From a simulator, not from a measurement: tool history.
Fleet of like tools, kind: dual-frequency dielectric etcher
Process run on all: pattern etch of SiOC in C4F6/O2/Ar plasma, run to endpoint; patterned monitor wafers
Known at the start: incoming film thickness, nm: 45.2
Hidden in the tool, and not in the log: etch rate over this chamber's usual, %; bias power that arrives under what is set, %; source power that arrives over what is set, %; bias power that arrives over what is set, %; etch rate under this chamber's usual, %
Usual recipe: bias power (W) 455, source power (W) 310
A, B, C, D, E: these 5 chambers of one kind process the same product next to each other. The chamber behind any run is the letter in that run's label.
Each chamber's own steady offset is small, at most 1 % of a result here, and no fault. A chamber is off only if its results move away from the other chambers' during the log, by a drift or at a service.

run,hour,bias power (W),source power (W),hours since the last wet clean,hours since the last bias power generator calibration,hours since the last source power generator calibration,endpoint time (s)
1B,9.4,455,310,383.2,4053.3,3512.2,17.36
2E,16.4,455,310,250,3637.8,1216.4,17.322
3A,22.8,455,310,290.1,2837,2930.4,17.175
4D,36,455,310,485.8,2680.9,2087.8,17.387
5C,49.1,455,310,415.2,2520.2,3129.5,17.364
6D,59,455,310,508.8,2703.9,2110.8,17.499
7A,73.1,455,310,340.4,2887.3,2980.7,17.232
8B,82,455,310,455.8,4125.9,3584.8,17.263
9E,90.5,455,310,324.1,3711.9,1290.5,17.519
10C,102.8,455,310,468.9,2573.9,3183.2,17.2
11C,116,455,310,482.1,2587.1,3196.4,17.231
12B,125.1,455,310,498.9,4169,3627.9,17.177
# hour 126.4: chamber B: bias power generator calibrated
13A,131.5,455,310,398.8,2945.7,3039.1,17.428
14D,138.1,455,290,587.9,2783,2189.9,17.759
15E,144.4,455,290,378,3765.8,1344.4,17.83
# hour 149.9: chamber C: wet clean of the chamber
16E,153.3,455,290,386.9,3774.7,1353.3,17.96
# hour 158.8: chamber E: wet clean of the chamber
17D,160.2,455,290,610,2805.1,2212,17.815
18C,166.8,455,290,16.9,2637.9,3247.2,17.801
19B,173.3,455,370,547.1,46.9,3676.1,16.151
# hour 174.8: chamber B: wet clean of the chamber
20A,185,455,370,452.3,2999.2,3092.6,16.2
21D,192.1,455,370,641.9,2837,2243.9,16.203
22B,200,455,370,25.2,73.6,3702.8,16.142
# hour 207.2: chamber D: wet clean of the chamber
# hour 209.6: chamber E: bias power generator calibrated
23C,211.1,455,370,61.2,2682.2,3291.5,16.357
# hour 217.8: chamber C: source power generator calibrated
24A,217.9,455,310,485.2,3032.1,3125.5,17.271
25E,229.4,498,260,70.6,19.9,1429.4,17.892
26C,243.4,498,260,93.5,2714.5,25.7,17.939
27E,255.4,498,260,96.6,45.9,1455.4,18.203
28B,269.7,498,260,94.9,143.3,3772.5,17.731
29D,283.1,498,260,76,2928,2334.9,17.941
30A,290.1,455,310,557.4,3104.3,3197.7,17.176
31E,297.8,455,310,139,88.3,1497.8,17.492
32B,304.7,455,310,129.9,178.3,3807.5,17.167
33A,313.1,455,310,580.4,3127.3,3220.7,17.246
34D,326.1,455,310,119,2971,2377.9,17.315
35C,336.5,455,310,186.6,2807.6,118.8,17.264
36C,348.7,455,310,198.8,2819.8,131,17.384
37A,360.5,455,310,627.8,3174.7,3268.1,17.262

Read the log: is a single chamber off, either drifting away or since a service, is the gauge that measures every chamber drifting, or is nothing wrong beyond small per-chamber offsets? Name any odd chamber and what most likely caused it.

No chamber is off and the gauge is stable; the differences are just each chamber's small, constant offset.
